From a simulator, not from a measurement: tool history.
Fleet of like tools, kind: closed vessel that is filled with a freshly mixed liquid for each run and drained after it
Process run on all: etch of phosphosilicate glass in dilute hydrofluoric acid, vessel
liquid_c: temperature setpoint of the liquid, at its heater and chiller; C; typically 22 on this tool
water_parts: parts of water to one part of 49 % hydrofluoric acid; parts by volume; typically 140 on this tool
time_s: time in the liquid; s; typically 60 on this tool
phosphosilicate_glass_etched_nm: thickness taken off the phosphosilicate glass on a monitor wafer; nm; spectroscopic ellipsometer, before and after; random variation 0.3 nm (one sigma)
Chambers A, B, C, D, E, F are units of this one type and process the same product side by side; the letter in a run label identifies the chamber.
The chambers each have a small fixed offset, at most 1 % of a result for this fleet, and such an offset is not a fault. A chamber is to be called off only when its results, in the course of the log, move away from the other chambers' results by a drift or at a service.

run     day  liquid_c  water_parts  time_s  read-back film thickness of the phosphosilicate glass reference wafer, read on the same gauge (nm)  phosphosilicate_glass_etched_nm
 1A    0.45        22          140      60                                                                                              99.975                           57.637
 2B   0.738        22          140      60                                                                                              100.02                           57.106
       0.85  -- chamber D: hydrofluoric acid flow meter replaced
 3E   1.192        22          140      60                                                                                              99.985                           56.672
 4C   1.625        22          140      60                                                                                              99.993                           57.112
 5D   2.046        22          140      60                                                                                                 100                           56.534
 6F   2.312        22          140      60                                                                                              99.992                           57.117
 7D   2.762      17.5          140      60                                                                                              100.02                           47.358
 8C   3.242      17.5          140      60                                                                                               99.99                           47.583
 9E   3.525      17.5          140      60                                                                                              99.988                            47.82
10F   3.854      17.5          140      60                                                                                              99.999                           48.087
11B   4.167      17.5          140      60                                                                                              99.994                           47.543
12A   4.412      17.5          140      60                                                                                                 100                           48.452
13C   4.667        22          140      60                                                                                                 100                           56.971
14B   5.083        22          140      60                                                                                                 100                           57.057
15F   5.392        22          140      60                                                                                                 100                            57.22
16D   5.675        22          140      60                                                                                              99.981                           56.964
17E   6.004        22          140      60                                                                                                 100                           56.825
18A   6.454        22          140      60                                                                                              100.01                           57.815
19F   6.721        22          140      60                                                                                               99.99                           56.821
20D   7.067        22           90      40                                                                                              100.02                           62.484
21A   7.483        22           90      40                                                                                              99.994                           64.544
22C   7.896        22           90      40                                                                                              100.01                           62.807
23B   8.192        22           90      40                                                                                              99.994                           62.664
24E   8.467        22           90      40                                                                                              99.986                           63.285
25B   8.929        22           90      40                                                                                              99.998                           63.404
26E   9.204        22          140      75                                                                                                 100                            71.67
27C   9.558        22          140      75                                                                                              99.993                           71.938
28A    9.95        22          140      75                                                                                              99.987                           74.587
29F  10.429        22          140      75                                                                                              99.994                            71.82
30D  10.775        22          140      75                                                                                              99.987                           71.138
31A  11.008        22          140      75                                                                                              100.02                           74.508
32E  11.246        22          140      60                                                                                              99.984                           57.352
33C  11.729        22          140      60                                                                                                 100                            56.45
34D  12.012        22          140      60                                                                                              99.972                           57.058
35F  12.362        22          140      60                                                                                              99.991                           57.166
36B  12.771        22          140      60                                                                                               99.99                           57.564
     13.129  -- chamber F: hydrofluoric acid flow meter replaced
37F  13.229        22          140      60                                                                                              100.01                            57.84
38D  13.592        22          140      90                                                                                              99.997                            85.16
39B  13.879        22          140      90                                                                                              99.989                           87.052

All 6 chambers run these settings next. Forecast each chamber's results:
40A  14.225        22          180      60                                                                                                                                    ?
40B  14.225        22          180      60                                                                                                                                    ?
40C  14.225        22          180      60                                                                                                                                    ?
40D  14.225        22          180      60                                                                                                                                    ?
40E  14.225        22          180      60                                                                                                                                    ?
40F  14.225        22          180      60                                                                                                                                    ?

run  phosphosilicate_glass_etched_nm
40A                           45.356
40B                           42.259
40C                           42.555
40D                           42.684
40E                           42.227
40F                           42.406
